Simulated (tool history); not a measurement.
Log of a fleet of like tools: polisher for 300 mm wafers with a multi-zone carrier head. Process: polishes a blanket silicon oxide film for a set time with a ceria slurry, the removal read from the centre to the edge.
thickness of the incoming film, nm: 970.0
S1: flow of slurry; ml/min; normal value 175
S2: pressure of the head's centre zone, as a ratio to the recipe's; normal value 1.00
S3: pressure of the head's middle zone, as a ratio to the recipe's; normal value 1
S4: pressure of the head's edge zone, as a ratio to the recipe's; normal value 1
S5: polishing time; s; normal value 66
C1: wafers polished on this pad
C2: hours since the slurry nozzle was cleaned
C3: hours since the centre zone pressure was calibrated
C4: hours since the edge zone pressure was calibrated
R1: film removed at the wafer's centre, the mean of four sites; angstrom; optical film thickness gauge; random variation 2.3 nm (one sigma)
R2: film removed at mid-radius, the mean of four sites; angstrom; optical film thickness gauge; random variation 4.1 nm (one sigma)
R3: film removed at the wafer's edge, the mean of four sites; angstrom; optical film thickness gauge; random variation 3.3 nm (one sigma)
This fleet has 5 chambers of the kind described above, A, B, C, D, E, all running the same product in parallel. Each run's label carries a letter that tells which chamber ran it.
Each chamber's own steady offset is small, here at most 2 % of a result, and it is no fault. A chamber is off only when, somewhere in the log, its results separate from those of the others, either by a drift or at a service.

run	day	S1	S2	S3	S4	S5	C1	C2	C3	C4	R1	R2	R3
1C	0.512	175	1.00	1	1	66	421	171.0	75.9	212.0	2720.3	2715.7	2674.3
# day 0.638: chamber E: worn pad replaced by a new one
2A	0.754	175	1.00	1	1	66	243	190.8	498.1	43.9	2685.8	2733.7	2754.0
3D	1.221	175	1.00	1	1	66	919	334.0	420.5	507.2	2753.3	2724.1	2745.5
4B	1.471	175	1.00	1	1	66	436	187.2	386.5	816.4	2748.0	2755.8	2750.6
5E	1.729	175	1.00	1	1	66	197	476.4	521.2	257.4	2733.2	2788.1	2776.8
6B	2.046	175	1.00	1	1	66	540	201.0	400.3	830.2	2731.0	2788.6	2711.7
7A	2.412	175	1.00	1	1	66	542	230.6	537.9	83.7	2678.7	2761.3	2683.0
8D	2.817	175	1.00	1	1	66	1207	372.3	458.8	545.5	2727.4	2645.0	2685.9
9C	3.346	175	1.00	1	1	66	933	239.0	143.9	280.0	2686.0	2709.3	2677.1
# day 3.388: chamber C: worn pad replaced by a new one
# day 3.608: chamber D: worn pad replaced by a new one
10E	3.746	175	1.00	1	1	66	561	524.8	569.6	305.8	2664.5	2742.9	2721.6
# day 3.946: chamber D: slurry nozzle cleaned
# day 3.954: chamber B: centre zone pressure recalibrated
11B	4.279	175	1.00	1	1	66	943	254.6	7.8	883.8	2709.7	2751.9	2735.9
12A	4.658	175	1.00	1	1	66	948	284.5	591.8	137.6	2756.0	2735.4	2651.5
# day 4.821: chamber E: centre zone pressure recalibrated
13C	4.983	175	1.00	1	1	66	288	278.3	183.2	319.3	2735.3	2704.7	2743.1
14E	5.433	175	1.00	1	1	66	866	565.3	14.7	346.3	2688.0	2745.5	2710.6
15D	5.850	175	1.00	1	1	66	405	45.7	531.6	618.3	2754.7	2653.7	2668.2
# day 5.883: chamber A: worn pad replaced by a new one
16A	6.117	175	1.00	1	1	66	42	319.5	626.8	172.6	2704.9	2730.9	2723.8
17B	6.388	175	1.00	1	1	66	1324	305.2	58.4	934.4	2636.4	2620.6	2734.5
18E	6.783	225	1.00	1	1	66	1110	597.7	47.1	378.7	2784.2	2869.8	2756.4
19C	7.321	225	1.00	1	1	66	710	334.4	239.3	375.4	2813.1	2831.4	2709.1
# day 7.633: chamber E: worn pad replaced by a new one
# day 7.650: chamber C: slurry nozzle cleaned
20D	7.696	225	1.00	1	1	66	738	90.0	575.9	662.6	2894.2	2777.9	2755.1
# day 7.758: chamber E: edge zone pressure recalibrated
21D	8.100	225	1.00	1	1	66	811	99.7	585.6	672.3	2866.8	2889.3	2786.2
22E	8.521	225	1.00	1	1	66	160	639.4	88.8	18.4	2849.8	2771.8	2772.0
23B	9.004	175	1.00	1	1	66	1796	368.0	121.2	997.2	2589.8	2584.1	2617.8
# day 9.325: chamber C: worn pad replaced by a new one
24C	9.446	145	1.06	1	1	66	21	43.1	290.3	426.4	2764.3	2610.3	2664.7
25A	9.833	145	1.06	1	1	66	713	408.7	716.0	261.8	2809.1	2663.5	2614.4
26B	10.254	145	1.06	1	1	66	2022	398.0	151.2	1027.2	2598.1	2482.3	2520.2
27D	10.508	145	1.06	1	1	66	1246	157.5	643.4	730.1	2850.2	2689.9	2648.9
28C	10.950	145	1.06	1	1	66	293	79.2	326.4	462.5	2780.3	2604.0	2668.4
29A	11.362	230	1.00	1	1	66	989	445.4	752.7	298.5	2840.4	2792.9	2789.0
# day 11.650: chamber D: worn pad replaced by a new one
30E	11.675	230	1.00	1	1	66	730	715.1	164.5	94.1	2880.1	2778.8	2787.0
31D	11.983	230	1.00	1	1	66	60	192.9	678.8	765.5	2895.4	2818.3	2789.1
32E	12.517	230	1.00	1	1	66	882	735.3	184.7	114.3	2784.5	2811.0	2761.6
# day 12.688: chamber D: edge zone pressure recalibrated
33C	12.988	230	1.00	1	1	66	661	128.1	375.3	511.4	2853.7	2858.6	2738.3
34B	13.375	175	1.00	1	1	66	2585	472.9	226.1	1102.1	2521.5	2534.9	2493.7
# day 13.433: chamber A: worn pad replaced by a new one
35A	13.792	175	1.00	1	1	66	65	503.7	811.0	356.8	2746.8	2757.6	2708.5
36D	14.317	175	1.00	1	1	66	481	248.9	734.8	39.2	2788.0	2766.8	2725.2
# day 14.675: chamber C: worn pad replaced by a new one
37A	14.779	175	0.90	1	1	66	243	527.4	834.7	380.5	2427.1	2764.3	2706.9
38C	15.267	175	0.90	1	1	66	107	182.8	430.0	566.1	2425.6	2675.5	2687.5

All 5 chambers run these settings next. Forecast each chamber's results:
39A	15.662	175	1.00	1	1	66					?	?	?
39B	15.662	175	1.00	1	1	66					?	?	?
39C	15.662	175	1.00	1	1	66					?	?	?
39D	15.662	175	1.00	1	1	66					?	?	?
39E	15.662	175	1.00	1	1	66					?	?	?

run	R1	R2	R3
39A	2740.3	2749.4	2645.3
39B	2489.0	2525.6	2438.9
39C	2724.1	2754.9	2720.3
39D	2742.5	2702.7	2620.0
39E	2727.2	2605.9	2693.6
